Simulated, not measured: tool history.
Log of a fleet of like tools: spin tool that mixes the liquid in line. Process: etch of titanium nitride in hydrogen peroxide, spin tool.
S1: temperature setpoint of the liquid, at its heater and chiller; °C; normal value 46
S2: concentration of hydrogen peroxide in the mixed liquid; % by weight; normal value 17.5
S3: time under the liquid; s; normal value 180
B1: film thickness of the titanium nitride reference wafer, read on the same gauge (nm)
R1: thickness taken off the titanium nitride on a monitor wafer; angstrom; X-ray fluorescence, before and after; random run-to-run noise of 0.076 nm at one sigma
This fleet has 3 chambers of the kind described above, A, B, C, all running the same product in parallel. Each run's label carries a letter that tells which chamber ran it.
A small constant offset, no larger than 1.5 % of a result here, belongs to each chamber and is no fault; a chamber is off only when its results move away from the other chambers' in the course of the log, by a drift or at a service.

run 1C hour=4.7 | S1=46 S2=17.5 S3=180 | B1=120.01 | R1=87.268
run 2A hour=9.7 | S1=46 S2=17.5 S3=180 | B1=120 | R1=87.385
-- hour=11.4 chamber B: new drum of peroxide connected
run 3B hour=13.7 | S1=46 S2=17.5 S3=180 | B1=120.04 | R1=85.566
run 4A hour=19.7 | S1=46 S2=17.5 S3=180 | B1=120 | R1=86.428
run 5B hour=25.3 | S1=46 S2=17.5 S3=180 | B1=119.97 | R1=87.322
run 6C hour=30.4 | S1=49.5 S2=14 S3=180 | B1=120.02 | R1=106.83
run 7B hour=36.2 | S1=49.5 S2=14 S3=180 | B1=119.97 | R1=104.62
run 8A hour=39.8 | S1=49.5 S2=14 S3=180 | B1=119.98 | R1=105.04
run 9C hour=42.4 | S1=46 S2=17.5 S3=180 | B1=119.98 | R1=87.545
run 10A hour=46.4 | S1=46 S2=17.5 S3=180 | B1=120 | R1=83.398
run 11B hour=50.7 | S1=46 S2=13 S3=285 | B1=120 | R1=126.44
run 12C hour=54.4 | S1=46 S2=13 S3=285 | B1=120 | R1=130.03
run 13B hour=57.2 | S1=46 S2=13 S3=285 | B1=120 | R1=127.78
run 14A hour=61.5 | S1=52.5 S2=17.5 S3=110 | B1=120.03 | R1=83.452
run 15C hour=65.3 | S1=52.5 S2=17.5 S3=110 | B1=119.99 | R1=84.976
run 16C hour=68.5 | S1=52.5 S2=17.5 S3=110 | B1=120.03 | R1=85.149
run 17B hour=71.4 | S1=46 S2=21 S3=180 | B1=120.03 | R1=87.941
run 18A hour=76.1 | S1=46 S2=21 S3=180 | B1=120.02 | R1=85.351
run 19A hour=79.2 | S1=46 S2=21 S3=180 | B1=120.01 | R1=86.442
run 20B hour=84.6 | S1=46 S2=17.5 S3=180 | B1=120 | R1=87.335
run 21C hour=90.5 | S1=46 S2=17.5 S3=180 | B1=120.02 | R1=86.265
run 22A hour=95.6 | S1=46 S2=17.5 S3=180 | B1=120.02 | R1=82.526
run 23B hour=98.9 | S1=41.5 S2=17.5 S3=235 | B1=120.04 | R1=78.822
run 24C hour=103.9 | S1=41.5 S2=17.5 S3=235 | B1=119.96 | R1=79.352
run 25C hour=106.8 | S1=41.5 S2=17.5 S3=235 | B1=120.03 | R1=80.582
run 26A hour=112.6 | S1=46 S2=17.5 S3=180 | B1=120.02 | R1=79.845
run 27B hour=115.2 | S1=46 S2=17.5 S3=180 | B1=120.02 | R1=86.687
run 28B hour=117.9 | S1=46 S2=17.5 S3=180 | B1=120.04 | R1=86.36
run 29A hour=123.3 | S1=46 S2=17.5 S3=180 | B1=120 | R1=78.502
run 30C hour=128 | S1=46 S2=17.5 S3=180 | B1=119.98 | R1=84.754
run 31B hour=131 | S1=46 S2=17.5 S3=180 | B1=120 | R1=85.04
run 32C hour=134.1 | S1=46 S2=17.5 S3=180 | B1=120.02 | R1=87.225
run 33A hour=137 | S1=46 S2=17.5 S3=180 | B1=119.99 | R1=78.754
run 34B hour=142.6 | S1=46 S2=17.5 S3=180 | B1=120.02 | R1=84.772
run 35A hour=146.9 | S1=46 S2=17.5 S3=180 | B1=119.99 | R1=78.027
run 36C hour=149.5 | S1=46 S2=17.5 S3=180 | B1=120 | R1=87.167
run 37B hour=155.2 | S1=46 S2=17.5 S3=180 | B1=119.99 | R1=86.853

The same settings go to every chamber for the next run, one line per chamber below. Forecast the results for each:
run 38A hour=159.5 | S1=40.5 S2=17.5 S3=180 | R1=?
run 38B hour=159.5 | S1=40.5 S2=17.5 S3=180 | R1=?
run 38C hour=159.5 | S1=40.5 S2=17.5 S3=180 | R1=?

run=38A R1=51.152
run=38B R1=56.593
run=38C R1=57.189
